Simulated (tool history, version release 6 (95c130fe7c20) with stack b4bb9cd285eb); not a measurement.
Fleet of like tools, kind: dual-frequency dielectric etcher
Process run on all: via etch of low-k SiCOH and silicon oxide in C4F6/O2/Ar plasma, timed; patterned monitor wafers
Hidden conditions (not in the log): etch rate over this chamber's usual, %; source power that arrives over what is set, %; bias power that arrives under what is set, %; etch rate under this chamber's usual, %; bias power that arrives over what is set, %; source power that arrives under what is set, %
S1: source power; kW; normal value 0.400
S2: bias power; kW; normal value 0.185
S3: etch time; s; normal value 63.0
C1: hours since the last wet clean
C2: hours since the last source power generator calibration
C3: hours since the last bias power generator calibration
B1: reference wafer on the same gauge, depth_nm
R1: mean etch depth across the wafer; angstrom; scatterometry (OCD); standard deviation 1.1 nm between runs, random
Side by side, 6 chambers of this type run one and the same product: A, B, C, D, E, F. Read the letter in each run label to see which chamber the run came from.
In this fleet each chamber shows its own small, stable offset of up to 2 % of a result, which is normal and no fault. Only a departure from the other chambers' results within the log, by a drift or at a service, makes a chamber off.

run 1A day=0.329 | S1=0.400 S2=0.185 S3=63.0 | C1=57.7 C2=4840.9 C3=3145.7 | B1=159.91 | R1=1752.8
run 2B day=0.542 | S1=0.400 S2=0.185 S3=63.0 | C1=27.5 C2=2030.2 C3=1558.5 | B1=159.87 | R1=1763.0
run 3C day=0.850 | S1=0.400 S2=0.185 S3=63.0 | C1=257.3 C2=1736.3 C3=1996.2 | B1=159.97 | R1=1733.4
run 4F day=1.100 | S1=0.400 S2=0.185 S3=63.0 | C1=74.3 C2=1624.0 C3=1654.0 | B1=160.03 | R1=1772.1
-- day=1.346 chamber A: source power generator calibrated
run 5E day=1.383 | S1=0.400 S2=0.185 S3=63.0 | C1=189.5 C2=1330.2 C3=1071.0 | B1=159.84 | R1=1773.5
run 6D day=1.650 | S1=0.400 S2=0.185 S3=63.0 | C1=505.2 C2=3814.4 C3=1766.6 | B1=159.90 | R1=1764.7
run 7B day=1.933 | S1=0.400 S2=0.185 S3=63.0 | C1=60.9 C2=2063.6 C3=1591.9 | B1=160.27 | R1=1764.1
run 8A day=2.221 | S1=0.400 S2=0.185 S3=63.0 | C1=103.1 C2=21.1 C3=3191.1 | B1=160.01 | R1=1750.4
run 9D day=2.375 | S1=0.400 S2=0.185 S3=63.0 | C1=522.6 C2=3831.8 C3=1784.0 | B1=159.94 | R1=1747.5
run 10F day=2.642 | S1=0.400 S2=0.141 S3=74.0 | C1=111.3 C2=1661.0 C3=1691.0 | B1=160.12 | R1=1908.2
run 11E day=2.921 | S1=0.400 S2=0.141 S3=74.0 | C1=226.4 C2=1367.1 C3=1107.9 | B1=160.09 | R1=1932.3
run 12C day=3.196 | S1=0.400 S2=0.141 S3=74.0 | C1=313.6 C2=1792.6 C3=2052.5 | B1=160.08 | R1=1880.4
run 13F day=3.350 | S1=0.400 S2=0.141 S3=74.0 | C1=128.3 C2=1678.0 C3=1708.0 | B1=160.21 | R1=1921.8
run 14B day=3.529 | S1=0.400 S2=0.141 S3=74.0 | C1=99.2 C2=2101.9 C3=1630.2 | B1=159.80 | R1=1899.1
-- day=3.625 chamber D: wet clean of the chamber
run 15E day=3.679 | S1=0.400 S2=0.141 S3=74.0 | C1=244.6 C2=1385.3 C3=1126.1 | B1=160.00 | R1=1915.0
run 16A day=3.888 | S1=0.400 S2=0.185 S3=63.0 | C1=143.1 C2=61.1 C3=3231.1 | B1=160.03 | R1=1775.2
run 17C day=4.058 | S1=0.400 S2=0.185 S3=63.0 | C1=334.3 C2=1813.3 C3=2073.2 | B1=160.16 | R1=1728.5
run 18D day=4.354 | S1=0.400 S2=0.185 S3=63.0 | C1=17.5 C2=3879.3 C3=1831.5 | B1=159.96 | R1=1854.2
run 19E day=4.592 | S1=0.400 S2=0.185 S3=63.0 | C1=266.5 C2=1407.2 C3=1148.0 | B1=160.07 | R1=1761.5
run 20B day=4.821 | S1=0.310 S2=0.185 S3=63.0 | C1=130.2 C2=2132.9 C3=1661.2 | B1=160.16 | R1=1604.5
run 21C day=5.000 | S1=0.310 S2=0.185 S3=63.0 | C1=356.9 C2=1835.9 C3=2095.8 | B1=159.88 | R1=1552.2
run 22F day=5.292 | S1=0.310 S2=0.185 S3=63.0 | C1=174.9 C2=1724.6 C3=1754.6 | B1=159.68 | R1=1588.6
run 23A day=5.600 | S1=0.310 S2=0.185 S3=63.0 | C1=184.2 C2=102.2 C3=3272.2 | B1=160.21 | R1=1588.6
run 24D day=5.762 | S1=0.310 S2=0.185 S3=63.0 | C1=51.3 C2=3913.1 C3=1865.3 | B1=160.19 | R1=1697.1
run 25F day=5.917 | S1=0.310 S2=0.185 S3=63.0 | C1=189.9 C2=1739.6 C3=1769.6 | B1=160.30 | R1=1603.4
run 26B day=6.192 | S1=0.400 S2=0.185 S3=63.0 | C1=163.1 C2=2165.8 C3=1694.1 | B1=160.30 | R1=1760.8
run 27D day=6.442 | S1=0.400 S2=0.171 S3=48.5 | C1=67.6 C2=3929.4 C3=1881.6 | B1=160.07 | R1=1389.1
run 28E day=6.725 | S1=0.400 S2=0.171 S3=48.5 | C1=317.7 C2=1458.4 C3=1199.2 | B1=160.21 | R1=1329.4
run 29A day=6.950 | S1=0.400 S2=0.171 S3=48.5 | C1=216.6 C2=134.6 C3=3304.6 | B1=160.00 | R1=1315.0
run 30C day=7.117 | S1=0.400 S2=0.171 S3=48.5 | C1=407.7 C2=1886.7 C3=2146.6 | B1=159.91 | R1=1312.3
run 31D day=7.300 | S1=0.400 S2=0.171 S3=48.5 | C1=88.2 C2=3950.0 C3=1902.2 | B1=160.08 | R1=1402.5
run 32E day=7.625 | S1=0.400 S2=0.171 S3=48.5 | C1=339.3 C2=1480.0 C3=1220.8 | B1=160.22 | R1=1341.3
run 33C day=7.858 | S1=0.400 S2=0.185 S3=63.0 | C1=425.5 C2=1904.5 C3=2164.4 | B1=160.11 | R1=1738.0
run 34A day=8.171 | S1=0.400 S2=0.185 S3=63.0 | C1=245.9 C2=163.9 C3=3333.9 | B1=159.97 | R1=1747.8
run 35B day=8.488 | S1=0.400 S2=0.185 S3=63.0 | C1=218.2 C2=2220.9 C3=1749.2 | B1=159.95 | R1=1770.0
run 36F day=8.658 | S1=0.400 S2=0.185 S3=63.0 | C1=255.7 C2=1805.4 C3=1835.4 | B1=160.01 | R1=1766.1
run 37D day=8.925 | S1=0.400 S2=0.185 S3=63.0 | C1=127.2 C2=3989.0 C3=1941.2 | B1=160.13 | R1=1841.2
run 38B day=9.238 | S1=0.400 S2=0.185 S3=63.0 | C1=236.2 C2=2238.9 C3=1767.2 | B1=160.20 | R1=1770.1
run 39A day=9.517 | S1=0.400 S2=0.185 S3=63.0 | C1=278.2 C2=196.2 C3=3366.2 | B1=160.15 | R1=1753.4

Each of the 6 chambers runs these same settings next. Fill in every chamber's results:
run 40A day=9.758 | S1=0.400 S2=0.185 S3=63.0 | R1=?
run 40B day=9.758 | S1=0.400 S2=0.185 S3=63.0 | R1=?
run 40C day=9.758 | S1=0.400 S2=0.185 S3=63.0 | R1=?
run 40D day=9.758 | S1=0.400 S2=0.185 S3=63.0 | R1=?
run 40E day=9.758 | S1=0.400 S2=0.185 S3=63.0 | R1=?
run 40F day=9.758 | S1=0.400 S2=0.185 S3=63.0 | R1=?

run=40A R1=1759.0
run=40B R1=1757.6
run=40C R1=1745.6
run=40D R1=1838.5
run=40E R1=1765.0
run=40F R1=1768.1
